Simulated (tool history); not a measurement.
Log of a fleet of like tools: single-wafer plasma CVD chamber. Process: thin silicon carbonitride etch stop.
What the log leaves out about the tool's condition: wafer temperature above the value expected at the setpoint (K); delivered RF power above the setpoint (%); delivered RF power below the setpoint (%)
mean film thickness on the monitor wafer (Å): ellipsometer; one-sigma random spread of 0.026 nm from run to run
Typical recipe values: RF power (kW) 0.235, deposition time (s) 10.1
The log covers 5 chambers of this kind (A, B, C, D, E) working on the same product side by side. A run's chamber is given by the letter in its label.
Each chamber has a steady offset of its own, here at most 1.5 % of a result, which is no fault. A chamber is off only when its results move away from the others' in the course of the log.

run   hour  RF power (kW)  deposition time (s)  hours since the last thermocouple change  hours since the last RF generator calibration  read-back reference wafer on the same gauge, thickness_nm  mean film thickness on the monitor wafer (Å)
 1B    3.1          0.235                 10.1                                       750                                          245.2                                                      6.387                                        60.845
 2D    6.4          0.235                 10.1                                    1310.9                                          474.9                                                      6.395                                        60.673
 3A    8.7          0.235                 10.1                                     224.6                                         1752.5                                                      6.391                                        60.684
 4C   11.7          0.235                 10.1                                     171.2                                          605.9                                                     6.3928                                        59.713
 5E   14.6          0.235                 10.1                                    1391.1                                         1058.1                                                     6.3921                                        60.427
 6D   18.1          0.235                 10.1                                    1322.6                                          486.6                                                     6.3897                                        61.545
 7A   21.1          0.235                 10.1                                       237                                         1764.9                                                     6.3895                                        60.987
 8E     25          0.235                 10.1                                    1401.5                                         1068.5                                                     6.3883                                        60.372
 9C     28          0.235                 10.1                                     187.5                                          622.2                                                     6.3909                                        59.819
10B     30          0.235                 10.1                                     776.9                                          272.1                                                     6.3962                                        61.233
11C   32.3          0.235                 10.1                                     191.8                                          626.5                                                     6.3865                                        59.792
12D   36.4          0.235                 10.1                                    1340.9                                          504.9                                                     6.3881                                        60.436
13E   40.1          0.235                 10.1                                    1416.6                                         1083.6                                                       6.39                                        59.902
14A   43.2          0.235                 10.1                                     259.1                                           1787                                                      6.395                                        61.032
15B   45.5          0.235                 10.1                                     792.4                                          287.6                                                     6.3891                                         60.99
16C   48.2          0.235                 10.1                                     207.7                                          642.4                                                     6.3935                                        59.682
17B   50.8          0.235                 10.1                                     797.7                                          292.9                                                     6.3933                                        61.473
18A     53          0.235                 10.1                                     268.9                                         1796.8                                                     6.3857                                        60.972
19D   55.1          0.235                 10.1                                    1359.6                                          523.6                                                     6.3832                                        60.108
20E   58.4          0.235                 10.1                                    1434.9                                         1101.9                                                     6.3813                                        59.635
21D   60.4          0.235                 10.1                                    1364.9                                          528.9                                                     6.3899                                        60.473
22C   64.1          0.235                 10.1                                     223.6                                          658.3                                                     6.3866                                        59.794
23E   66.2          0.235                 10.1                                    1442.7                                         1109.7                                                     6.3879                                        59.996
24B   68.4          0.235                 10.1                                     815.3                                          310.5                                                     6.3924                                        61.212
25A     71          0.235                 10.1                                     286.9                                         1814.8                                                     6.3875                                        60.721
26D   74.1          0.235                 10.1                                    1378.6                                          542.6                                                      6.391                                          60.2
27C   78.1          0.235                 10.1                                     237.6                                          672.3                                                     6.3928                                         59.47
28A   80.4          0.235                 10.1                                     296.3                                         1824.2                                                     6.3856                                        60.704
29E   82.6          0.235                 10.1                                    1459.1                                         1126.1                                                     6.3975                                        60.288
30B   86.9          0.235                 10.1                                     833.8                                            329                                                     6.3858                                        60.988
31C   91.2          0.235                 10.1                                     250.7                                          685.4                                                     6.3897                                        59.287
32B   93.8          0.235                 10.1                                     840.7                                          335.9                                                     6.3918                                        60.478
33D   97.8          0.235                 10.1                                    1402.3                                          566.3                                                     6.3911                                        60.817
34A    100          0.215                  9.4                                     315.9                                         1843.8                                                     6.3807                                        54.636
35E  102.5          0.215                  9.4                                      1479                                           1146                                                     6.3879                                        54.449
36B  106.8          0.215                  9.4                                     853.7                                          348.9                                                     6.3909                                        54.879
37E  110.8          0.215                  9.4                                    1487.3                                         1154.3                                                     6.3869                                        54.233
38C  113.2          0.215                  9.4                                     272.7                                          707.4                                                     6.3896                                         53.72
39D  115.8          0.235                 10.1                                    1420.3                                          584.3                                                      6.397                                        60.561
40A  119.4          0.235                 10.1                                     335.3                                         1863.2                                                     6.3854                                        61.096
41A  122.2          0.235                 10.1                                     338.1                                           1866                                                     6.3905                                        61.039
42B  125.2          0.235                 10.1                                     872.1                                          367.3                                                     6.3873                                        60.567

Predict what each chamber gives when all 5 of them run the settings below next.
43A  128.4          0.235                 10.1                                                                                                                                                                                                 ?
43B  128.4          0.235                 10.1                                                                                                                                                                                                 ?
43C  128.4          0.235                 10.1                                                                                                                                                                                                 ?
43D  128.4          0.235                 10.1                                                                                                                                                                                                 ?
43E  128.4          0.235                 10.1                                                                                                                                                                                                 ?

run  mean film thickness on the monitor wafer (Å)
43A                                        60.497
43B                                        60.616
43C                                        59.806
43D                                         61.02
43E                                        59.658
